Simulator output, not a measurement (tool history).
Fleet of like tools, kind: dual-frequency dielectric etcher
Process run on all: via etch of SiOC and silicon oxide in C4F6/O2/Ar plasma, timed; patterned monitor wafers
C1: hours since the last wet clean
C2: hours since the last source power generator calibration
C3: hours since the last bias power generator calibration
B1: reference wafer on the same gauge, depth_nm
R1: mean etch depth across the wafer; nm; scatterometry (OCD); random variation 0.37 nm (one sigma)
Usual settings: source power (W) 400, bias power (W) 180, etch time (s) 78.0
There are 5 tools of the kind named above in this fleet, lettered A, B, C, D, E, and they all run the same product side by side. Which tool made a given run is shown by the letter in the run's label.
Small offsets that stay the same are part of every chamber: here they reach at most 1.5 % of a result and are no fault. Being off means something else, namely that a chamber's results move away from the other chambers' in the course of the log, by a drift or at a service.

-- hour=4.0 chamber C: bias power generator calibrated
run 1A hour=5.3 | source_power_(W)=400 bias_power_(W)=180 etch_time_(s)=78.0 | C1=397.1 C2=2174.5 C3=1069.3 | B1=79.956 | R1=87.458
run 2E hour=13.2 | source_power_(W)=400 bias_power_(W)=180 etch_time_(s)=78.0 | C1=160.5 C2=1298.7 C3=160.3 | B1=80.063 | R1=88.013
run 3D hour=18.2 | source_power_(W)=400 bias_power_(W)=180 etch_time_(s)=78.0 | C1=167.3 C2=1015.9 C3=1459.8 | B1=80.076 | R1=89.111
run 4B hour=25.8 | source_power_(W)=400 bias_power_(W)=180 etch_time_(s)=78.0 | C1=58.8 C2=56.1 C3=649.1 | B1=80.042 | R1=89.328
run 5C hour=33.8 | source_power_(W)=400 bias_power_(W)=180 etch_time_(s)=78.0 | C1=141.5 C2=2776.9 C3=29.8 | B1=79.995 | R1=88.560
run 6A hour=39.5 | source_power_(W)=400 bias_power_(W)=180 etch_time_(s)=78.0 | C1=431.3 C2=2208.7 C3=1103.5 | B1=79.989 | R1=87.249
run 7D hour=49.5 | source_power_(W)=400 bias_power_(W)=180 etch_time_(s)=78.0 | C1=198.6 C2=1047.2 C3=1491.1 | B1=79.972 | R1=88.662
run 8E hour=54.0 | source_power_(W)=400 bias_power_(W)=180 etch_time_(s)=78.0 | C1=201.3 C2=1339.5 C3=201.1 | B1=79.969 | R1=87.861
run 9B hour=64.5 | source_power_(W)=400 bias_power_(W)=180 etch_time_(s)=78.0 | C1=97.5 C2=94.8 C3=687.8 | B1=79.961 | R1=89.857
run 10C hour=69.3 | source_power_(W)=400 bias_power_(W)=180 etch_time_(s)=78.0 | C1=177.0 C2=2812.4 C3=65.3 | B1=79.950 | R1=88.167
run 11C hour=74.8 | source_power_(W)=400 bias_power_(W)=180 etch_time_(s)=78.0 | C1=182.5 C2=2817.9 C3=70.8 | B1=79.964 | R1=88.165
-- hour=76.2 chamber A: wet clean of the chamber
run 12D hour=82.6 | source_power_(W)=400 bias_power_(W)=180 etch_time_(s)=78.0 | C1=231.7 C2=1080.3 C3=1524.2 | B1=80.012 | R1=88.776
run 13B hour=89.6 | source_power_(W)=400 bias_power_(W)=180 etch_time_(s)=78.0 | C1=122.6 C2=119.9 C3=712.9 | B1=79.986 | R1=89.409
run 14E hour=98.7 | source_power_(W)=400 bias_power_(W)=180 etch_time_(s)=78.0 | C1=246.0 C2=1384.2 C3=245.8 | B1=79.988 | R1=88.556
run 15A hour=107.7 | source_power_(W)=400 bias_power_(W)=180 etch_time_(s)=78.0 | C1=31.5 C2=2276.9 C3=1171.7 | B1=79.999 | R1=87.370
-- hour=108.7 chamber C: source power generator calibrated
run 16E hour=116.1 | source_power_(W)=400 bias_power_(W)=180 etch_time_(s)=78.0 | C1=263.4 C2=1401.6 C3=263.2 | B1=79.985 | R1=88.474
run 17A hour=126.1 | source_power_(W)=400 bias_power_(W)=180 etch_time_(s)=78.0 | C1=49.9 C2=2295.3 C3=1190.1 | B1=79.958 | R1=87.822
run 18B hour=134.4 | source_power_(W)=400 bias_power_(W)=180 etch_time_(s)=65.5 | C1=167.4 C2=164.7 C3=757.7 | B1=80.013 | R1=74.040
run 19C hour=142.9 | source_power_(W)=400 bias_power_(W)=180 etch_time_(s)=65.5 | C1=250.6 C2=34.2 C3=138.9 | B1=79.958 | R1=74.628
run 20D hour=148.0 | source_power_(W)=400 bias_power_(W)=180 etch_time_(s)=65.5 | C1=297.1 C2=1145.7 C3=1589.6 | B1=80.101 | R1=75.157
run 21C hour=153.7 | source_power_(W)=400 bias_power_(W)=180 etch_time_(s)=65.5 | C1=261.4 C2=45.0 C3=149.7 | B1=80.035 | R1=73.880
run 22A hour=163.9 | source_power_(W)=400 bias_power_(W)=180 etch_time_(s)=65.5 | C1=87.7 C2=2333.1 C3=1227.9 | B1=79.902 | R1=73.546
run 23B hour=172.7 | source_power_(W)=400 bias_power_(W)=180 etch_time_(s)=78.0 | C1=205.7 C2=203.0 C3=796.0 | B1=79.980 | R1=89.650
run 24E hour=179.5 | source_power_(W)=400 bias_power_(W)=180 etch_time_(s)=78.0 | C1=326.8 C2=1465.0 C3=326.6 | B1=79.953 | R1=88.858
run 25D hour=187.5 | source_power_(W)=400 bias_power_(W)=180 etch_time_(s)=78.0 | C1=336.6 C2=1185.2 C3=1629.1 | B1=80.077 | R1=88.891
run 26C hour=192.9 | source_power_(W)=400 bias_power_(W)=180 etch_time_(s)=78.0 | C1=300.6 C2=84.2 C3=188.9 | B1=80.025 | R1=88.347
run 27E hour=200.6 | source_power_(W)=400 bias_power_(W)=180 etch_time_(s)=78.0 | C1=347.9 C2=1486.1 C3=347.7 | B1=79.934 | R1=88.042
run 28A hour=205.5 | source_power_(W)=350 bias_power_(W)=160 etch_time_(s)=78.0 | C1=129.3 C2=2374.7 C3=1269.5 | B1=79.986 | R1=79.606
run 29B hour=212.7 | source_power_(W)=350 bias_power_(W)=160 etch_time_(s)=78.0 | C1=245.7 C2=243.0 C3=836.0 | B1=80.082 | R1=81.590
run 30D hour=221.1 | source_power_(W)=350 bias_power_(W)=160 etch_time_(s)=78.0 | C1=370.2 C2=1218.8 C3=1662.7 | B1=79.921 | R1=81.577
run 31B hour=226.1 | source_power_(W)=350 bias_power_(W)=160 etch_time_(s)=78.0 | C1=259.1 C2=256.4 C3=849.4 | B1=79.925 | R1=81.064
run 32D hour=236.4 | source_power_(W)=350 bias_power_(W)=160 etch_time_(s)=78.0 | C1=385.5 C2=1234.1 C3=1678.0 | B1=79.974 | R1=81.484
run 33E hour=241.6 | source_power_(W)=400 bias_power_(W)=180 etch_time_(s)=78.0 | C1=388.9 C2=1527.1 C3=388.7 | B1=80.027 | R1=88.759
run 34A hour=248.5 | source_power_(W)=400 bias_power_(W)=180 etch_time_(s)=78.0 | C1=172.3 C2=2417.7 C3=1312.5 | B1=79.943 | R1=87.569
run 35C hour=257.0 | source_power_(W)=400 bias_power_(W)=180 etch_time_(s)=92.0 | C1=364.7 C2=148.3 C3=253.0 | B1=79.959 | R1=104.810
-- hour=263.0 chamber E: wet clean of the chamber
run 36C hour=263.6 | source_power_(W)=400 bias_power_(W)=180 etch_time_(s)=92.0 | C1=371.3 C2=154.9 C3=259.6 | B1=79.962 | R1=103.610
run 37D hour=268.7 | source_power_(W)=400 bias_power_(W)=180 etch_time_(s)=92.0 | C1=417.8 C2=1266.4 C3=1710.3 | B1=79.993 | R1=104.840
run 38E hour=277.7 | source_power_(W)=400 bias_power_(W)=180 etch_time_(s)=92.0 | C1=14.7 C2=1563.2 C3=424.8 | B1=79.967 | R1=105.280
run 39A hour=285.0 | source_power_(W)=400 bias_power_(W)=180 etch_time_(s)=92.0 | C1=208.8 C2=2454.2 C3=1349.0 | B1=80.046 | R1=104.010
run 40B hour=291.5 | source_power_(W)=400 bias_power_(W)=180 etch_time_(s)=78.0 | C1=324.5 C2=321.8 C3=914.8 | B1=80.046 | R1=89.376
run 41B hour=300.6 | source_power_(W)=360 bias_power_(W)=160 etch_time_(s)=78.0 | C1=333.6 C2=330.9 C3=923.9 | B1=79.956 | R1=82.284
run 42E hour=307.2 | source_power_(W)=360 bias_power_(W)=160 etch_time_(s)=78.0 | C1=44.2 C2=1592.7 C3=454.3 | B1=79.916 | R1=82.227
run 43D hour=317.0 | source_power_(W)=360 bias_power_(W)=160 etch_time_(s)=78.0 | C1=466.1 C2=1314.7 C3=1758.6 | B1=80.074 | R1=81.986

Next, all 5 chambers run the settings below, one line each with question marks for the results. What does each chamber give?
run 44A hour=324.5 | source_power_(W)=400 bias_power_(W)=180 etch_time_(s)=78.0 | R1=?
run 44B hour=324.5 | source_power_(W)=400 bias_power_(W)=180 etch_time_(s)=78.0 | R1=?
run 44C hour=324.5 | source_power_(W)=400 bias_power_(W)=180 etch_time_(s)=78.0 | R1=?
run 44D hour=324.5 | source_power_(W)=400 bias_power_(W)=180 etch_time_(s)=78.0 | R1=?
run 44E hour=324.5 | source_power_(W)=400 bias_power_(W)=180 etch_time_(s)=78.0 | R1=?

run=44A R1=87.482
run=44B R1=89.001
run=44C R1=87.980
run=44D R1=89.421
run=44E R1=88.484

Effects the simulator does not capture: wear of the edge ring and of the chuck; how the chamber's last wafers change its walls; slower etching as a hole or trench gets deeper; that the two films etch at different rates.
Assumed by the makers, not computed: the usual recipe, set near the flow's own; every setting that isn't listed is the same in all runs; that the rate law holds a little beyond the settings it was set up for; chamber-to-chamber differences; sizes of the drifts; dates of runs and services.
